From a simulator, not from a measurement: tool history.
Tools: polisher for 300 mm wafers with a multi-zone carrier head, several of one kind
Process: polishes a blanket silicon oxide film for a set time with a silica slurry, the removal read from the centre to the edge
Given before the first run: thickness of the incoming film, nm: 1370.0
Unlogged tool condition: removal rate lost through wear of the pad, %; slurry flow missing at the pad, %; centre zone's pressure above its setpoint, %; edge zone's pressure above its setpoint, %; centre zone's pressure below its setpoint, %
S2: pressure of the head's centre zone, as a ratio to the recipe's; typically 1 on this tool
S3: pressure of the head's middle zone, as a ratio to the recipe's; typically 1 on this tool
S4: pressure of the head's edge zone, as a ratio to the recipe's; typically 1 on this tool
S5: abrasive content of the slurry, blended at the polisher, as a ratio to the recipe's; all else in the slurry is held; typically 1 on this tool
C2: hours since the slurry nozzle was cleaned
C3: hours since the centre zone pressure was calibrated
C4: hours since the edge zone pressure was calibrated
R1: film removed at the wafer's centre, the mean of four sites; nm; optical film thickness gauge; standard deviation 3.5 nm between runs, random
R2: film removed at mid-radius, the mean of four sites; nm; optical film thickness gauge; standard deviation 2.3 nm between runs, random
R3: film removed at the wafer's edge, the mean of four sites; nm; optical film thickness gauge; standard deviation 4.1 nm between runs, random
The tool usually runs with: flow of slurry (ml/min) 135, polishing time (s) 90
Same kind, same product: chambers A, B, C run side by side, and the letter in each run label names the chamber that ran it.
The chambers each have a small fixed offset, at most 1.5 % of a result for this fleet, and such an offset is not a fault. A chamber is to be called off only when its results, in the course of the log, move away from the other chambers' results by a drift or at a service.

Run 1A, hour 6.1: usual settings; wafers polished on this pad 181; C2 567.2; C3 1603.7; C4 506.3. Result: R1 340.01 nm, R2 343.89 nm, R3 345.72 nm.
Run 2C, hour 10: usual settings; wafers polished on this pad 373; C2 207.2; C3 69.9; C4 164.3. Result: R1 349.38 nm, R2 345.83 nm, R3 338.12 nm.
Run 3B, hour 17.6: usual settings; wafers polished on this pad 589; C2 292.4; C3 54.5; C4 215.3. Result: R1 342.27 nm, R2 348.16 nm, R3 343.85 nm.
At hour 22.7: chamber A: centre zone pressure recalibrated.
Run 4B, hour 23.1: usual settings; wafers polished on this pad 649; C2 297.9; C3 60; C4 220.8. Result: R1 339.56 nm, R2 348.13 nm, R3 349.67 nm.
Run 5C, hour 28.2: usual settings but S4 0.92, S5 1.2; wafers polished on this pad 573; C2 225.4; C3 88.1; C4 182.5. Result: R1 372.78 nm, R2 364.94 nm, R3 357.6 nm.
Run 6A, hour 35: usual settings but S4 0.92, S5 1.2; wafers polished on this pad 499; C2 596.1; C3 12.3; C4 535.2. Result: R1 361.6 nm, R2 370.39 nm, R3 353.43 nm.
At hour 36.8: chamber C: worn pad replaced by a new one.
Run 7C, hour 40.5: usual settings but S4 0.92, S5 1.2; wafers polished on this pad 41; C2 237.7; C3 100.4; C4 194.8. Result: R1 365.3 nm, R2 366.42 nm, R3 350.99 nm.
Run 8B, hour 46.8: usual settings; wafers polished on this pad 910; C2 321.6; C3 83.7; C4 244.5. Result: R1 342.3 nm, R2 350.94 nm, R3 347.12 nm.
Run 9A, hour 51.1: usual settings; wafers polished on this pad 676; C2 612.2; C3 28.4; C4 551.3. Result: R1 343.47 nm, R2 338.03 nm, R3 341.67 nm.
At hour 56: chamber B: slurry nozzle cleaned.
Run 10C, hour 58: usual settings; wafers polished on this pad 234; C2 255.2; C3 117.9; C4 212.3. Result: R1 341.46 nm, R2 334.04 nm, R3 342.66 nm.
Run 11B, hour 63.1: usual settings; wafers polished on this pad 1090; C2 7.1; C3 100; C4 260.8. Result: R1 336.75 nm, R2 345.75 nm, R3 350.68 nm.
At hour 65.3: chamber B: worn pad replaced by a new one.
At hour 68.8: chamber A: worn pad replaced by a new one.
Run 12A, hour 70.7: usual settings; wafers polished on this pad 21; C2 631.8; C3 48; C4 570.9. Result: R1 334.97 nm, R2 338.78 nm, R3 339.98 nm.
Run 13C, hour 74.5: usual settings but flow of slurry (ml/min) 175, S4 1.09; wafers polished on this pad 415; C2 271.7; C3 134.4; C4 228.8. Result: R1 354.63 nm, R2 351.62 nm, R3 374.55 nm.
Run 14A, hour 79.3: usual settings but flow of slurry (ml/min) 175, S4 1.09; wafers polished on this pad 115; C2 640.4; C3 56.6; C4 579.5. Result: R1 354.24 nm, R2 362.03 nm, R3 374.19 nm.
Run 15B, hour 85.7: usual settings but flow of slurry (ml/min) 175, S4 1.09; wafers polished on this pad 225; C2 29.7; C3 122.6; C4 283.4. Result: R1 360.1 nm, R2 365.16 nm, R3 377.36 nm.
At hour 90.4: chamber C: worn pad replaced by a new one.
Run 16C, hour 92.8: usual settings; wafers polished on this pad 27; C2 290; C3 152.7; C4 247.1. Result: R1 330.22 nm, R2 324.76 nm, R3 324.5 nm.
Run 17A, hour 100: usual settings but S4 1.04; wafers polished on this pad 343; C2 661.1; C3 77.3; C4 600.2. Result: R1 336.49 nm, R2 338.3 nm, R3 345.4 nm.
Run 18B, hour 106: usual settings but S4 1.04; wafers polished on this pad 449; C2 50; C3 142.9; C4 303.7. Result: R1 341.85 nm, R2 343.38 nm, R3 355.18 nm.
Run 19B, hour 109.8: usual settings but S4 1.04; wafers polished on this pad 490; C2 53.8; C3 146.7; C4 307.5. Result: R1 341.3 nm, R2 347.93 nm, R3 348.15 nm.
Run 20C, hour 115.4: usual settings; wafers polished on this pad 275; C2 312.6; C3 175.3; C4 269.7. Result: R1 315.94 nm, R2 320.17 nm, R3 326.61 nm.
Run 21A, hour 121.9: usual settings; wafers polished on this pad 584; C2 683; C3 99.2; C4 622.1. Result: R1 336.97 nm, R2 335.89 nm, R3 338.81 nm.
Run 22C, hour 128.8: usual settings; wafers polished on this pad 423; C2 326; C3 188.7; C4 283.1. Result: R1 307.9 nm, R2 314.11 nm, R3 328.77 nm.

Decide between three cases: one chamber stands off from its peers, the gauge reading all wafers drifts, or nothing is wrong past each chamber's small offset. Where a chamber is off, say which and what most likely put it there.

One chamber, C, drifts off from the rest bit by bit.
What lies behind it: slurry flow missing at the pad, % = 29.5.

Below are 4 candidate recipes for chamber C's next run, each the usual settings with a change, their results shown as question marks. Which of them brings C's results back in line with what the other chambers give on the usual settings?
In line here means within this much of the mean the other chambers give on the usual settings: R1 12 nm; R2 8.2 nm; R3 14 nm
Run 23C-1, hour 134.5: usual settings but flow of slurry (ml/min) 140, S2 1.01, S3 1.03, S4 0.98, polishing time (s) 95. Result: R1 ?, R2 ?, R3 ?.
Run 23C-2, hour 134.5: usual settings but flow of slurry (ml/min) 130, S2 0.99, S3 0.99, S4 1.01, polishing time (s) 88. Result: R1 ?, R2 ?, R3 ?.
Run 23C-3, hour 134.5: usual settings but flow of slurry (ml/min) 130, S2 0.99, S3 0.97, S4 1.02, polishing time (s) 85. Result: R1 ?, R2 ?, R3 ?.
Run 23C-4, hour 134.5: usual settings but flow of slurry (ml/min) 140, S2 1.01, S3 1.01, S4 0.99, polishing time (s) 92. Result: R1 ?, R2 ?, R3 ?.

On the usual settings, the other chambers give on average: R1 340.14 nm; R2 344.12 nm; R3 343.92 nm
  run      R1      R2      R3
23C-1  335.27  343.59  343.51
23C-2  296.16  300.34  318.61
23C-3  286.02  284.81  309.42
23C-4  324.64  326.88   334.5
23C-1 is the one that brings the chamber's results back in line with the other chambers.
